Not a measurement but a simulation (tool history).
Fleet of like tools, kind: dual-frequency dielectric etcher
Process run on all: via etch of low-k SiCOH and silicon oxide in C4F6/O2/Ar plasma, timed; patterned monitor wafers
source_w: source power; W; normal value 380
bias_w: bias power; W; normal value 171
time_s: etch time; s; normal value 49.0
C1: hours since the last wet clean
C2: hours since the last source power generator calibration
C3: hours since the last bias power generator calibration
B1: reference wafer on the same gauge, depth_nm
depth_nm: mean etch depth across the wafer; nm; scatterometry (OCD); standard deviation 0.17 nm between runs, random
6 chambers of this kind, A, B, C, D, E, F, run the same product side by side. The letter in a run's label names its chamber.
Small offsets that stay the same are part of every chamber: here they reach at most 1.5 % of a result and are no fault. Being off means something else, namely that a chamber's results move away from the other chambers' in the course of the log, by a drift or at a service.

run 1C day=0.333 | source_w=380 bias_w=171 time_s=49.0 | C1=199.4 C2=344.6 C3=1472.2 | B1=109.01 | depth_nm=124.06
-- day=0.758 chamber D: wet clean of the chamber
run 2B day=0.871 | source_w=380 bias_w=171 time_s=49.0 | C1=350.4 C2=3505.2 C3=1838.8 | B1=108.96 | depth_nm=123.29
run 3F day=1.492 | source_w=380 bias_w=171 time_s=49.0 | C1=50.4 C2=3029.6 C3=843.9 | B1=108.97 | depth_nm=122.45
run 4D day=2.054 | source_w=380 bias_w=171 time_s=49.0 | C1=31.2 C2=116.9 C3=1103.7 | B1=108.93 | depth_nm=123.02
run 5E day=2.692 | source_w=300 bias_w=171 time_s=54.5 | C1=199.8 C2=2556.9 C3=99.1 | B1=108.95 | depth_nm=125.79
-- day=2.867 chamber B: source power generator calibrated
run 6A day=3.238 | source_w=300 bias_w=171 time_s=54.5 | C1=310.8 C2=566.4 C3=1621.7 | B1=108.91 | depth_nm=126.80
run 7E day=3.842 | source_w=300 bias_w=171 time_s=54.5 | C1=227.4 C2=2584.5 C3=126.7 | B1=108.90 | depth_nm=125.49
run 8A day=4.392 | source_w=300 bias_w=171 time_s=54.5 | C1=338.5 C2=594.1 C3=1649.4 | B1=108.84 | depth_nm=126.26
run 9C day=4.875 | source_w=300 bias_w=171 time_s=54.5 | C1=308.4 C2=453.6 C3=1581.2 | B1=108.84 | depth_nm=125.71
run 10B day=5.283 | source_w=300 bias_w=171 time_s=54.5 | C1=456.3 C2=58.0 C3=1944.7 | B1=108.79 | depth_nm=124.57
run 11D day=5.862 | source_w=380 bias_w=171 time_s=49.0 | C1=122.6 C2=208.3 C3=1195.1 | B1=108.77 | depth_nm=122.80
-- day=6.067 chamber A: wet clean of the chamber
run 12F day=6.371 | source_w=380 bias_w=171 time_s=49.0 | C1=167.5 C2=3146.7 C3=961.0 | B1=108.77 | depth_nm=122.33
run 13F day=6.983 | source_w=380 bias_w=171 time_s=49.0 | C1=182.2 C2=3161.4 C3=975.7 | B1=108.78 | depth_nm=122.26
run 14C day=7.625 | source_w=380 bias_w=171 time_s=49.0 | C1=374.4 C2=519.6 C3=1647.2 | B1=108.74 | depth_nm=123.93
run 15D day=8.217 | source_w=380 bias_w=171 time_s=49.0 | C1=179.1 C2=264.8 C3=1251.6 | B1=108.77 | depth_nm=122.86
run 16B day=8.762 | source_w=380 bias_w=171 time_s=49.0 | C1=539.8 C2=141.5 C3=2028.2 | B1=108.69 | depth_nm=123.18
run 17E day=9.262 | source_w=380 bias_w=171 time_s=49.0 | C1=357.5 C2=2714.6 C3=256.8 | B1=108.71 | depth_nm=123.58
run 18A day=9.842 | source_w=380 bias_w=171 time_s=49.0 | C1=90.6 C2=724.9 C3=1780.2 | B1=108.68 | depth_nm=124.18
run 19D day=10.125 | source_w=380 bias_w=171 time_s=49.0 | C1=224.9 C2=310.6 C3=1297.4 | B1=108.68 | depth_nm=122.80
run 20B day=10.404 | source_w=380 bias_w=171 time_s=49.0 | C1=579.2 C2=180.9 C3=2067.6 | B1=108.67 | depth_nm=122.81
run 21F day=10.992 | source_w=380 bias_w=171 time_s=49.0 | C1=278.4 C2=3257.6 C3=1071.9 | B1=108.63 | depth_nm=122.11
run 22E day=11.538 | source_w=380 bias_w=171 time_s=49.0 | C1=412.1 C2=2769.2 C3=311.4 | B1=108.60 | depth_nm=123.79
run 23A day=11.883 | source_w=380 bias_w=171 time_s=49.0 | C1=139.6 C2=773.9 C3=1829.2 | B1=108.57 | depth_nm=124.05
run 24C day=12.338 | source_w=380 bias_w=171 time_s=49.0 | C1=487.5 C2=632.7 C3=1760.3 | B1=108.58 | depth_nm=123.92
-- day=12.667 chamber B: wet clean of the chamber
run 25D day=12.917 | source_w=380 bias_w=171 time_s=49.0 | C1=291.9 C2=377.6 C3=1364.4 | B1=108.50 | depth_nm=122.88
run 26F day=13.396 | source_w=380 bias_w=171 time_s=49.0 | C1=336.1 C2=3315.3 C3=1129.6 | B1=108.51 | depth_nm=122.42
-- day=13.629 chamber F: wet clean of the chamber
run 27A day=13.717 | source_w=380 bias_w=171 time_s=49.0 | C1=183.6 C2=817.9 C3=1873.2 | B1=108.53 | depth_nm=124.07
run 28B day=14.033 | source_w=380 bias_w=171 time_s=49.0 | C1=32.8 C2=268.0 C3=2154.7 | B1=108.53 | depth_nm=122.64
-- day=14.488 chamber C: wet clean of the chamber
run 29E day=14.592 | source_w=380 bias_w=171 time_s=49.0 | C1=485.4 C2=2842.5 C3=384.7 | B1=108.52 | depth_nm=123.39
run 30C day=14.888 | source_w=380 bias_w=171 time_s=49.0 | C1=9.7 C2=693.9 C3=1821.5 | B1=108.46 | depth_nm=123.83
run 31C day=15.212 | source_w=380 bias_w=171 time_s=49.0 | C1=17.5 C2=701.7 C3=1829.3 | B1=108.53 | depth_nm=123.74
run 32D day=15.779 | source_w=380 bias_w=171 time_s=49.0 | C1=360.6 C2=446.3 C3=1433.1 | B1=108.47 | depth_nm=122.41
run 33F day=16.246 | source_w=380 bias_w=171 time_s=49.0 | C1=62.8 C2=3383.7 C3=1198.0 | B1=108.43 | depth_nm=121.77
run 34A day=16.642 | source_w=380 bias_w=171 time_s=49.0 | C1=253.8 C2=888.1 C3=1943.4 | B1=108.47 | depth_nm=124.12
run 35E day=16.950 | source_w=380 bias_w=171 time_s=49.0 | C1=542.0 C2=2899.1 C3=441.3 | B1=108.45 | depth_nm=123.66
run 36B day=17.417 | source_w=380 bias_w=171 time_s=49.0 | C1=114.0 C2=349.2 C3=2235.9 | B1=108.41 | depth_nm=122.81
-- day=17.633 chamber D: wet clean of the chamber
run 37D day=17.808 | source_w=380 bias_w=132 time_s=49.0 | C1=4.3 C2=495.0 C3=1481.8 | B1=108.43 | depth_nm=113.02

Next, all 6 chambers run the settings below, one line each with question marks for the results. What does each chamber give?
run 38A day=18.262 | source_w=380 bias_w=171 time_s=49.0 | depth_nm=?
run 38B day=18.262 | source_w=380 bias_w=171 time_s=49.0 | depth_nm=?
run 38C day=18.262 | source_w=380 bias_w=171 time_s=49.0 | depth_nm=?
run 38D day=18.262 | source_w=380 bias_w=171 time_s=49.0 | depth_nm=?
run 38E day=18.262 | source_w=380 bias_w=171 time_s=49.0 | depth_nm=?
run 38F day=18.262 | source_w=380 bias_w=171 time_s=49.0 | depth_nm=?

run=38A depth_nm=123.72
run=38B depth_nm=122.86
run=38C depth_nm=123.74
run=38D depth_nm=122.19
run=38E depth_nm=123.22
run=38F depth_nm=122.17
